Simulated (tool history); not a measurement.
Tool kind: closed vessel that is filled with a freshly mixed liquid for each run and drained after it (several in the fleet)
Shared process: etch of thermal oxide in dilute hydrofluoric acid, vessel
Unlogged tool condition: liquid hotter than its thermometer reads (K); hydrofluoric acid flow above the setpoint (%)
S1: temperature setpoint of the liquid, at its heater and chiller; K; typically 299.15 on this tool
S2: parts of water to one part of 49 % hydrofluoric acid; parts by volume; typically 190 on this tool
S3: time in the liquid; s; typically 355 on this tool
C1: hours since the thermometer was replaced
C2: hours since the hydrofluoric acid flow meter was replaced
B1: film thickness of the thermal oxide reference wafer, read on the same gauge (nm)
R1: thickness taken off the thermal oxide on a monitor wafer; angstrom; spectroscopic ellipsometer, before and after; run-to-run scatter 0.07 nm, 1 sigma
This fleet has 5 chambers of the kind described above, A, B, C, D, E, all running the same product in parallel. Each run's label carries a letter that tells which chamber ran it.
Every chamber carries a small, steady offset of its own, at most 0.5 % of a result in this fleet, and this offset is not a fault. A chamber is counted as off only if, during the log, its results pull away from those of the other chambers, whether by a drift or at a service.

run   hour      S1   S2   S3      C1     C2      B1      R1
 1E    3.4  299.15  190  355  2350.8   11.3  139.98  87.069
 2B    9.5  299.15  190  355   713.9  233.5  140.01  88.854
 3D   15.9  299.15  190  355   399.1  115.9     140  87.664
 4C   21.5  299.15  190  355  1306.8   45.5     140   88.64
 5A   28.5  299.15  190  355   763.4  353.7  140.01  88.434
 6C   35.7  299.15  190  355    1321   59.7  139.99  89.584
 7B   40.5  299.15  190  355   744.9  264.5     140  89.524
 8D   46.5  299.15  190  355   429.7  146.5     140  87.788
 9A   53.3  299.15  190  355   788.2  378.5  139.99  88.859
10E   60.2  299.15  265  560  2407.6   68.1  139.99  91.733
11E   65.2  299.15  265  560  2412.6   73.1     140  92.867
12C   69.2  299.15  265  560  1354.5   93.2     140  92.029
13A   73.2  299.15  265  560   808.1  398.4  139.98  93.285
14D   77.7  299.15  265  560   460.9  177.7  140.01  90.897
15B   84.9  299.15  190  355   789.3  308.9     140  87.743
16B   88.6  299.15  190  355     793  312.6  140.01   89.68
      91.2  -- chamber E: thermometer replaced
17A   93.4  299.15  190  355   828.3  418.6     140  91.045
18C   98.5  299.15  190  355  1383.8  122.5  139.99  88.022
19D  104.7  299.15  190  355   487.9  204.7  140.01  88.432
20E  110.6  299.15  190  435    19.5  118.5     140  108.53
21A  117.7  299.15  190  435   852.6  442.9  139.99  110.97
22B  122.3  299.15  190  435   826.7  346.3  139.99  108.87
23E  128.4  299.15  190  435    37.3  136.3  139.99  109.92
24C  132.7  299.15  190  435    1418  156.7  140.01  107.48
25D  136.9  299.15  190  355   520.1  236.9     140  87.747
26A  143.8  299.15  190  355   878.7    469  140.01  92.267
27C  149.5  299.15  190  355  1434.8  173.5     140  89.065
28D  153.5  299.15  190  355   536.7  253.5  140.02  88.072
29B  159.2  299.15  190  355   863.6  383.2  140.02  89.353
30E  163.2  299.15  190  355    72.1  171.1     140  89.713
31C  168.2  299.15  190  355  1453.5  192.2  140.01  87.999
32B  173.1  299.15  190  355   877.5  397.1  139.99  89.085
33E  177.3  299.15  190  355    86.2  185.2     140  88.623
34A    183  299.15  190  355   917.9  508.2  139.99  92.093
35D  189.6  299.15  190  355   572.8  289.6  139.99  89.456
36A  196.7  295.15  190  180   931.6  521.9  139.99  40.803
37E  203.9  295.15  190  180   112.8  211.8  140.01  38.309
38B  207.5  295.15  190  180   911.9  431.5  140.01  38.805
39C  212.7  295.15  190  180    1498  236.7  140.01  39.017
40D  216.9  295.15  190  180   600.1  316.9  140.02  38.722
41B  221.9  302.15  275  355   926.3  445.9  139.99  62.375

All chambers now run identical settings, listed one chamber a line with results as question marks. What results will each chamber show?
42A  227.1  299.15  190  355               ?
42B  227.1  299.15  190  355               ?
42C  227.1  299.15  190  355               ?
42D  227.1  299.15  190  355               ?
42E  227.1  299.15  190  355               ?

run      R1
42A  95.344
42B   89.04
42C  88.751
42D  88.326
42E  88.309
